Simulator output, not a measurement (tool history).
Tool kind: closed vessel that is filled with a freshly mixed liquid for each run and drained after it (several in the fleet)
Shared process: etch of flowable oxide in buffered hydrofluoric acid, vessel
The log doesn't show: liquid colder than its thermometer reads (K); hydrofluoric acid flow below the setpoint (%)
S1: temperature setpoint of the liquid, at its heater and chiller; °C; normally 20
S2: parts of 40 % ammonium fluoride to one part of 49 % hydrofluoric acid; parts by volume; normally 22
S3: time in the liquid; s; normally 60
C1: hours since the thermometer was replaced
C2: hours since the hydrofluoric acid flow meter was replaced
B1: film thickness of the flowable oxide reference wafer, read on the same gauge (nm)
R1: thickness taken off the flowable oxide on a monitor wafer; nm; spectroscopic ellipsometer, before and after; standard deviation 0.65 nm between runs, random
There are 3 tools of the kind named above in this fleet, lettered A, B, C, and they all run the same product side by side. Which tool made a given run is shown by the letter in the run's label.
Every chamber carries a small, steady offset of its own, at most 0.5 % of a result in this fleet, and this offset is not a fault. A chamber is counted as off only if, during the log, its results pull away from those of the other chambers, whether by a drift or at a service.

Run 1B, hour 8.9: usual settings; C1 120.9; C2 269.5; B1 119.99. Result: R1 101.33 nm.
Run 2A, hour 17.3: usual settings; C1 539.8; C2 77.4; B1 120. Result: R1 101.62 nm.
Run 3C, hour 26.1: usual settings; C1 266.6; C2 1189.2; B1 120. Result: R1 101.62 nm.
Run 4B, hour 33.9: usual settings; C1 145.9; C2 294.5; B1 119.98. Result: R1 101.22 nm.
Run 5A, hour 40: usual settings; C1 562.5; C2 100.1; B1 119.99. Result: R1 101.48 nm.
Run 6C, hour 49.4: usual settings; C1 289.9; C2 1212.5; B1 120. Result: R1 99.295 nm.
Run 7A, hour 57.6: usual settings; C1 580.1; C2 117.7; B1 120. Result: R1 101.3 nm.
Run 8C, hour 63.5: usual settings; C1 304; C2 1226.6; B1 119.99. Result: R1 100.46 nm.
Run 9B, hour 73: usual settings; C1 185; C2 333.6; B1 119.98. Result: R1 100.12 nm.
Run 10C, hour 81.4: usual settings; C1 321.9; C2 1244.5; B1 120. Result: R1 100.72 nm.
Run 11B, hour 88.2: usual settings; C1 200.2; C2 348.8; B1 119.99. Result: R1 101.3 nm.
Run 12A, hour 96.5: usual settings; C1 619; C2 156.6; B1 120.03. Result: R1 102.76 nm.
Run 13C, hour 105.7: usual settings; C1 346.2; C2 1268.8; B1 120.02. Result: R1 99.108 nm.
Run 14B, hour 114.7: usual settings; C1 226.7; C2 375.3; B1 120. Result: R1 101.3 nm.
Run 15A, hour 119.8: usual settings; C1 642.3; C2 179.9; B1 120. Result: R1 101.49 nm.
Run 16C, hour 127.3: usual settings; C1 367.8; C2 1290.4; B1 120. Result: R1 99.115 nm.
Run 17B, hour 134.4: usual settings; C1 246.4; C2 395; B1 119.97. Result: R1 101.71 nm.
Run 18A, hour 143.1: usual settings but S2 26 parts by volume; C1 665.6; C2 203.2; B1 120.01. Result: R1 90.571 nm.
Run 19B, hour 148.3: usual settings but S2 26 parts by volume; C1 260.3; C2 408.9; B1 120. Result: R1 89.304 nm.
Run 20C, hour 158.1: usual settings but S2 26 parts by volume; C1 398.6; C2 1321.2; B1 120.01. Result: R1 86.451 nm.
Run 21A, hour 167.2: usual settings but S1 22 °C; C1 689.7; C2 227.3; B1 120.02. Result: R1 113.2 nm.
Run 22C, hour 174.5: usual settings but S1 22 °C; C1 415; C2 1337.6; B1 120. Result: R1 109.1 nm.
Run 23B, hour 181.5: usual settings but S1 22 °C; C1 293.5; C2 442.1; B1 119.98. Result: R1 113.16 nm.
Run 24A, hour 188.5: usual settings; C1 711; C2 248.6; B1 119.99. Result: R1 101.99 nm.
Run 25C, hour 198.1: usual settings; C1 438.6; C2 1361.2; B1 120. Result: R1 97.562 nm.
Run 26A, hour 208: usual settings; C1 730.5; C2 268.1; B1 119.99. Result: R1 100.13 nm.
Run 27B, hour 212.8: usual settings but S3 45 s; C1 324.8; C2 473.4; B1 120.01. Result: R1 75.574 nm.

Is one chamber out of step, is the gauge drifting, or do the chambers differ by no more than their own small offsets? For an off chamber, give its letter and the likeliest cause.

It is chamber C that slowly wanders off from its peers.
Most likely cause: hydrofluoric acid flow below the setpoint (%) = 7.78.
It could be hard to tell apart here from: liquid colder than its thermometer reads (K).

Which of the 4 candidates below, each the usual settings with something changed and its results left as question marks, puts chamber C back in line with what the other chambers give on the usual settings?
In line means no further than this from the other chambers' mean on the usual settings: R1 2.3 nm
Run 28C-1, hour 220.7: usual settings but S2 20 parts by volume. Result: R1 ?.
Run 28C-2, hour 220.7: usual settings but S2 22.5 parts by volume. Result: R1 ?.
Run 28C-3, hour 220.7: usual settings but S1 19 °C. Result: R1 ?.
Run 28C-4, hour 220.7: usual settings but S2 21.5 parts by volume. Result: R1 ?.

The other chambers' mean on the usual settings: R1 101.23 nm
  run      R1
28C-1   101.1
28C-2  93.317
28C-3  89.507
28C-4  96.249
The right change is 28C-1: it brings the chamber back within the allowed miss of the others.

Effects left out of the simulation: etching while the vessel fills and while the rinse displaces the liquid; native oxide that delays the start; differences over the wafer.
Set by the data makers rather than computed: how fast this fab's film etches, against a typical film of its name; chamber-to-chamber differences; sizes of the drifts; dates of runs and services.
